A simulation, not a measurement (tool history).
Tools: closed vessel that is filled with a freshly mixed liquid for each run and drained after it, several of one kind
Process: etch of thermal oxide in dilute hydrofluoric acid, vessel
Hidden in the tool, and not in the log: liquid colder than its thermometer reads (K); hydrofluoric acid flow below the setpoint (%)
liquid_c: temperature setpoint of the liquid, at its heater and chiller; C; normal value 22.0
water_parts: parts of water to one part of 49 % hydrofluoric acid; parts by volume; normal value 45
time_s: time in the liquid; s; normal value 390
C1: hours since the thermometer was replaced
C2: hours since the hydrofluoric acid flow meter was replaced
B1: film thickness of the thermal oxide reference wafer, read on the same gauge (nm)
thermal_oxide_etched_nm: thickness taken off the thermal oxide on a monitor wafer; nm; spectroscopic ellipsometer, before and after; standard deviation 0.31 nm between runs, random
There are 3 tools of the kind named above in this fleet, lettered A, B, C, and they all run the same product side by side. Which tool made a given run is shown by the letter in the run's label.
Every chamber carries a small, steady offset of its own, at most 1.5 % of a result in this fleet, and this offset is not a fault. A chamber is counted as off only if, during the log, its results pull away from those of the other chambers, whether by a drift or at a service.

{"run": "1C", "day": 0.267, "liquid_c": 22.0, "water_parts": 45, "time_s": 390, "C1": 753.4, "C2": 52.3, "B1": 89.993, "thermal_oxide_etched_nm": 41.107}
{"run": "2A", "day": 0.696, "liquid_c": 22.0, "water_parts": 45, "time_s": 390, "C1": 636.6, "C2": 219.5, "B1": 89.993, "thermal_oxide_etched_nm": 41.638}
{"run": "3B", "day": 1.042, "liquid_c": 22.0, "water_parts": 45, "time_s": 390, "C1": 693.4, "C2": 1520.6, "B1": 89.995, "thermal_oxide_etched_nm": 41.924}
{"run": "4C", "day": 1.288, "liquid_c": 22.0, "water_parts": 45, "time_s": 390, "C1": 777.9, "C2": 76.8, "B1": 90.0, "thermal_oxide_etched_nm": 40.939}
{"run": "5B", "day": 1.588, "liquid_c": 22.0, "water_parts": 45, "time_s": 390, "C1": 706.5, "C2": 1533.7, "B1": 89.991, "thermal_oxide_etched_nm": 42.384}
{"run": "6A", "day": 1.908, "liquid_c": 22.0, "water_parts": 45, "time_s": 390, "C1": 665.7, "C2": 248.6, "B1": 89.994, "thermal_oxide_etched_nm": 41.177}
{"day": 1.983, "done": "chamber A: thermometer replaced"}
{"run": "7C", "day": 2.308, "liquid_c": 22.0, "water_parts": 45, "time_s": 390, "C1": 802.4, "C2": 101.3, "B1": 90.016, "thermal_oxide_etched_nm": 40.902}
{"run": "8A", "day": 2.754, "liquid_c": 22.0, "water_parts": 45, "time_s": 390, "C1": 18.6, "C2": 268.9, "B1": 89.974, "thermal_oxide_etched_nm": 41.819}
{"run": "9B", "day": 3.112, "liquid_c": 22.0, "water_parts": 45, "time_s": 390, "C1": 743.1, "C2": 1570.3, "B1": 89.996, "thermal_oxide_etched_nm": 42.066}
{"run": "10A", "day": 3.333, "liquid_c": 22.0, "water_parts": 45, "time_s": 390, "C1": 32.5, "C2": 282.8, "B1": 89.998, "thermal_oxide_etched_nm": 41.082}
{"run": "11C", "day": 3.742, "liquid_c": 22.0, "water_parts": 45, "time_s": 390, "C1": 836.8, "C2": 135.7, "B1": 89.988, "thermal_oxide_etched_nm": 41.612}
{"run": "12B", "day": 4.058, "liquid_c": 22.0, "water_parts": 45, "time_s": 390, "C1": 765.8, "C2": 1593.0, "B1": 89.995, "thermal_oxide_etched_nm": 41.361}
{"run": "13B", "day": 4.479, "liquid_c": 23.5, "water_parts": 45, "time_s": 190, "C1": 775.9, "C2": 1603.1, "B1": 89.989, "thermal_oxide_etched_nm": 21.577}
{"run": "14C", "day": 4.708, "liquid_c": 23.5, "water_parts": 45, "time_s": 190, "C1": 860.0, "C2": 158.9, "B1": 90.008, "thermal_oxide_etched_nm": 21.398}
{"run": "15A", "day": 5.117, "liquid_c": 23.5, "water_parts": 45, "time_s": 190, "C1": 75.3, "C2": 325.6, "B1": 90.021, "thermal_oxide_etched_nm": 21.59}
{"run": "16A", "day": 5.338, "liquid_c": 22.0, "water_parts": 45, "time_s": 390, "C1": 80.6, "C2": 330.9, "B1": 89.986, "thermal_oxide_etched_nm": 41.872}
{"run": "17C", "day": 5.717, "liquid_c": 22.0, "water_parts": 45, "time_s": 390, "C1": 884.2, "C2": 183.1, "B1": 89.988, "thermal_oxide_etched_nm": 41.02}
{"run": "18B", "day": 6.162, "liquid_c": 22.0, "water_parts": 45, "time_s": 390, "C1": 816.3, "C2": 1643.5, "B1": 90.004, "thermal_oxide_etched_nm": 40.105}
{"run": "19C", "day": 6.404, "liquid_c": 22.0, "water_parts": 45, "time_s": 390, "C1": 900.7, "C2": 199.6, "B1": 90.006, "thermal_oxide_etched_nm": 41.128}
{"run": "20B", "day": 6.638, "liquid_c": 22.0, "water_parts": 45, "time_s": 390, "C1": 827.7, "C2": 1654.9, "B1": 89.985, "thermal_oxide_etched_nm": 39.562}
{"run": "21A", "day": 6.875, "liquid_c": 22.0, "water_parts": 45, "time_s": 390, "C1": 117.5, "C2": 367.8, "B1": 90.016, "thermal_oxide_etched_nm": 41.419}
{"run": "22C", "day": 7.35, "liquid_c": 22.0, "water_parts": 45, "time_s": 390, "C1": 923.4, "C2": 222.3, "B1": 90.003, "thermal_oxide_etched_nm": 41.243}

Next, every chamber runs the same settings. What will each give?
{"run": "23A", "day": 7.696, "liquid_c": 22.0, "water_parts": 55, "time_s": 390, "thermal_oxide_etched_nm": "?"}
{"run": "23B", "day": 7.696, "liquid_c": 22.0, "water_parts": 55, "time_s": 390, "thermal_oxide_etched_nm": "?"}
{"run": "23C", "day": 7.696, "liquid_c": 22.0, "water_parts": 55, "time_s": 390, "thermal_oxide_etched_nm": "?"}

run=23A thermal_oxide_etched_nm=33.630
run=23B thermal_oxide_etched_nm=32.297
run=23C thermal_oxide_etched_nm=32.840
